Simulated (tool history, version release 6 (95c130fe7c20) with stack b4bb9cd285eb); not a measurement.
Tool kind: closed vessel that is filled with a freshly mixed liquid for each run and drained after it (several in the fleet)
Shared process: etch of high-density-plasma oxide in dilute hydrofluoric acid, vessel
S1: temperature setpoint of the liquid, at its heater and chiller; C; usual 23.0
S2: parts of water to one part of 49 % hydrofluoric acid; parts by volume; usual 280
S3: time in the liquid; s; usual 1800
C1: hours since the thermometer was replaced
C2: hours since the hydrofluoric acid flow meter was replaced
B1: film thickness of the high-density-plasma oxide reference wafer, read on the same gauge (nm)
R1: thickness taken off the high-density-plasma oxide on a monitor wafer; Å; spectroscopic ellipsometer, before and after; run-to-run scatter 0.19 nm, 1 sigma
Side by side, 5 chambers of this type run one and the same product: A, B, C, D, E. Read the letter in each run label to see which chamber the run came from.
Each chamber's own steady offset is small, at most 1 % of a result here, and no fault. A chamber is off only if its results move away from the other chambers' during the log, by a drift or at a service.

run,day,S1,S2,S3,C1,C2,B1,R1
1E,0.275,23.0,280,1800,1302.7,772.9,99.991,261.21
2B,0.508,23.0,280,1800,1348.2,490.2,100.020,266.56
3A,0.833,23.0,280,1800,568.1,2501.0,99.985,269.05
# day 1.000: chamber D: thermometer replaced
4D,1.054,23.0,280,1800,1.4,301.3,99.983,266.66
5C,1.354,23.0,330,1800,1531.8,965.5,100.020,215.58
6B,1.525,23.0,330,1800,1372.6,514.6,100.020,214.19
7A,1.696,23.0,330,1800,588.8,2521.7,100.030,213.09
8E,1.971,23.0,330,1800,1343.4,813.6,100.010,214.23
9C,2.304,23.0,330,1800,1554.6,988.3,99.994,213.67
10D,2.612,23.0,280,2355,38.8,338.7,100.010,347.07
11C,2.838,23.0,280,2355,1567.4,1001.1,99.986,348.52
12A,3.112,23.0,280,2355,622.8,2555.7,100.040,349.28
13B,3.346,23.0,280,2355,1416.3,558.3,99.934,346.21
14E,3.500,23.0,280,2355,1380.1,850.3,99.964,340.36
15D,3.692,23.0,280,1800,64.7,364.6,100.020,264.72
16C,3.908,23.0,280,1800,1593.1,1026.8,99.996,263.01
17E,4.075,23.0,280,1800,1393.9,864.1,100.050,261.34
18B,4.283,23.0,280,1800,1438.8,580.8,100.010,260.66
19A,4.429,23.0,280,1800,654.4,2587.3,99.996,266.98
# day 4.467: chamber A: hydrofluoric acid flow meter replaced
20D,4.579,23.0,280,1800,86.0,385.9,100.000,269.87
21D,4.746,23.0,280,1800,90.0,389.9,100.020,269.09
22E,5.000,23.0,280,1800,1416.1,886.3,99.986,262.15
23A,5.246,23.0,280,1800,674.0,18.8,99.979,267.12
24C,5.562,23.0,280,1800,1632.8,1066.5,100.020,267.94
25B,5.879,23.0,280,1800,1477.1,619.1,100.000,259.56
26B,6.062,23.0,280,1800,1481.5,623.5,99.987,261.34
27A,6.288,23.0,160,1800,699.0,43.8,100.020,533.98
28D,6.604,23.0,160,1800,134.6,434.5,100.020,543.12
29E,6.762,23.0,160,1800,1458.4,928.6,100.010,519.39
30C,6.921,23.0,160,1800,1665.4,1099.1,100.000,523.08
31B,7.125,23.0,160,1800,1507.0,649.0,100.010,520.93
32D,7.350,23.0,280,1800,152.5,452.4,99.992,277.10
33A,7.617,23.0,280,1800,730.9,75.7,100.010,263.48
34E,7.821,23.0,280,1800,1483.8,954.0,99.999,260.10
35C,8.058,23.0,280,1800,1692.7,1126.4,99.971,265.62
36E,8.396,23.0,280,1800,1497.6,967.8,99.949,261.28
37C,8.646,23.0,280,1800,1706.8,1140.5,99.996,264.42
38A,8.896,23.0,280,1800,761.6,106.4,100.050,264.22

Each of the 5 chambers runs these same settings next. Fill in every chamber's results:
39A,9.142,27.5,280,1800,,,,?
39B,9.142,27.5,280,1800,,,,?
39C,9.142,27.5,280,1800,,,,?
39D,9.142,27.5,280,1800,,,,?
39E,9.142,27.5,280,1800,,,,?

run,R1
39A,311.46
39B,306.04
39C,311.18
39D,336.25
39E,304.64

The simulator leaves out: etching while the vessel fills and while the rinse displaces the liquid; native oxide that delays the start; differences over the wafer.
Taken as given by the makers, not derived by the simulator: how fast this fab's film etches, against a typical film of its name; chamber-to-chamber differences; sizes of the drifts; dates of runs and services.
